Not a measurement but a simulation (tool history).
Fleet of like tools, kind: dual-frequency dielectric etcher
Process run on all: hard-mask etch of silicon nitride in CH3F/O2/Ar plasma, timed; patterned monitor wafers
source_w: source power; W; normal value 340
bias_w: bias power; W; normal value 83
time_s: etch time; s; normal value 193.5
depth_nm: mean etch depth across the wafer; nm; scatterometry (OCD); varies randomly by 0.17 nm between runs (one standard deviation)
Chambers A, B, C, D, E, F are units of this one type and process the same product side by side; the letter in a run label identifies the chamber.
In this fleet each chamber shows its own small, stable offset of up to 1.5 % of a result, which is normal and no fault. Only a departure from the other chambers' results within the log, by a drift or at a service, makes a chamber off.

run    day  source_w  bias_w  time_s  hours since the last wet clean  hours since the last source power generator calibration  hours since the last bias power generator calibration  read-back reference wafer on the same gauge, depth_nm  depth_nm
 1F  0.246       340      83   193.5                           149.6                                                      476                                                 1645.2                                                    139    132.02
     0.262  -- chamber D: wet clean of the chamber
 2D  0.467       340      83   193.5                             4.9                                                   1545.8                                                 1051.2                                                 139.05    133.02
 3A  0.642       340      83   193.5                            73.7                                                      309                                                 3241.3                                                 139.03    135.23
 4B  0.796       340      83   193.5                              93                                                    989.7                                                 1593.4                                                 139.07    134.69
     0.992  -- chamber E: wet clean of the chamber
 5C  1.025       340      83   193.5                           207.7                                                   3720.6                                                 3655.2                                                  139.1    134.19
 6E  1.275       340      83   193.5                             6.9                                                   3470.8                                                 2985.8                                                 139.08    133.91
 7E  1.438       340      83   193.5                            10.8                                                   3474.7                                                 2989.7                                                 139.11    134.28
 8A  1.688       340      83   216.5                            98.8                                                    334.1                                                 3266.4                                                 139.16    151.42
 9D  1.842       340      83   216.5                            37.9                                                   1578.8                                                 1084.2                                                 139.18    149.38
10B  2.029       340      83   216.5                           122.6                                                   1019.3                                                   1623                                                 139.12    150.34
11F  2.262       340      83   216.5                             198                                                    524.4                                                 1693.6                                                 139.21    147.43
12C  2.421       340      83   216.5                           241.2                                                   3754.1                                                 3688.7                                                 139.18    149.91
13E  2.583       340      83   216.5                            38.3                                                   3502.2                                                 3017.2                                                 139.19    150.22
14D  2.796       340      83   193.5                            60.8                                                   1601.7                                                 1107.1                                                 139.25    133.27
15F  2.938       340      83   193.5                           214.2                                                    540.6                                                 1709.8                                                 139.24    132.34
16C  3.175       340      83   169.5                           259.3                                                   3772.2                                                 3706.8                                                 139.29    117.55
17B  3.321       340      83   169.5                           153.6                                                   1050.3                                                   1654                                                 139.25    117.89
18A  3.467       340      83   169.5                           141.5                                                    376.8                                                 3309.1                                                 139.29    118.79
19B  3.592       340      83   169.5                           160.1                                                   1056.8                                                 1660.5                                                  139.3     117.9
20E    3.8       340      83   169.5                            67.5                                                   3531.4                                                 3046.4                                                  139.3    117.82
21A  4.075       340      83   169.5                           156.1                                                    391.4                                                 3323.7                                                  139.3    118.87
22F  4.288       340      83   193.5                           246.6                                                      573                                                 1742.2                                                 139.33    132.18
23D  4.483       340      83   193.5                           101.3                                                   1642.2                                                 1147.6                                                 139.34    133.29
24C  4.738       340      83   193.5                           296.8                                                   3809.7                                                 3744.3                                                 139.39    134.28
25C  4.962       340      83   193.5                           302.2                                                   3815.1                                                 3749.7                                                 139.45    134.18
26F    5.2       340      83   229.5                           268.5                                                    594.9                                                 1764.1                                                 139.47    157.19
27D  5.379       340      83   229.5                           122.8                                                   1663.7                                                 1169.1                                                 139.41    158.38
28A  5.592       340      83   229.5                           192.5                                                    427.8                                                 3360.1                                                 139.41    160.94
29E  5.862       340      83   229.5                             117                                                   3580.9                                                 3095.9                                                 139.49    159.45
30B      6       340      83   229.5                           217.9                                                   1114.6                                                 1718.3                                                 139.47    159.89
31E  6.167       340      83   229.5                           124.3                                                   3588.2                                                 3103.2                                                 139.56     159.4
32A  6.408       340      83   193.5                           212.1                                                    447.4                                                 3379.7                                                 139.49    135.75
33B  6.642       340      83     247                           233.3                                                     1130                                                 1733.7                                                 139.51     172.2
34C  6.779       340      83     247                           345.8                                                   3858.7                                                 3793.3                                                 139.56    171.58
35F  7.008       340      83     247                           311.9                                                    638.3                                                 1807.5                                                 139.56    169.13
36D  7.233       340      83     247                           167.3                                                   1708.2                                                 1213.6                                                  139.6    170.76
37C  7.508       340      83     247                           363.3                                                   3876.2                                                 3810.8                                                 139.64    171.35
38E  7.725       340      83     247                           161.7                                                   3625.6                                                 3140.6                                                 139.68    171.92
39D  7.933       340      66   193.5                           184.1                                                     1725                                                 1230.4                                                 139.67    123.32
40F  8.179       340      66   193.5                             340                                                    666.4                                                 1835.6                                                 139.68    122.53
41A  8.338       340      66   193.5                           258.4                                                    493.7                                                   3426                                                  139.7    125.18
42B  8.567       340      66   193.5                           279.5                                                   1176.2                                                 1779.9                                                  139.7     124.2

For the next run the whole fleet of 6 chambers uses the same settings. Give each chamber's results:
43A  8.771       340      83   193.5                                                                                                                                                                                                                ?
43B  8.771       340      83   193.5                                                                                                                                                                                                                ?
43C  8.771       340      83   193.5                                                                                                                                                                                                                ?
43D  8.771       340      83   193.5                                                                                                                                                                                                                ?
43E  8.771       340      83   193.5                                                                                                                                                                                                                ?
43F  8.771       340      83   193.5                                                                                                                                                                                                                ?

run  depth_nm
43A    136.03
43B    135.26
43C    134.87
43D    133.72
43E    134.63
43F    132.82

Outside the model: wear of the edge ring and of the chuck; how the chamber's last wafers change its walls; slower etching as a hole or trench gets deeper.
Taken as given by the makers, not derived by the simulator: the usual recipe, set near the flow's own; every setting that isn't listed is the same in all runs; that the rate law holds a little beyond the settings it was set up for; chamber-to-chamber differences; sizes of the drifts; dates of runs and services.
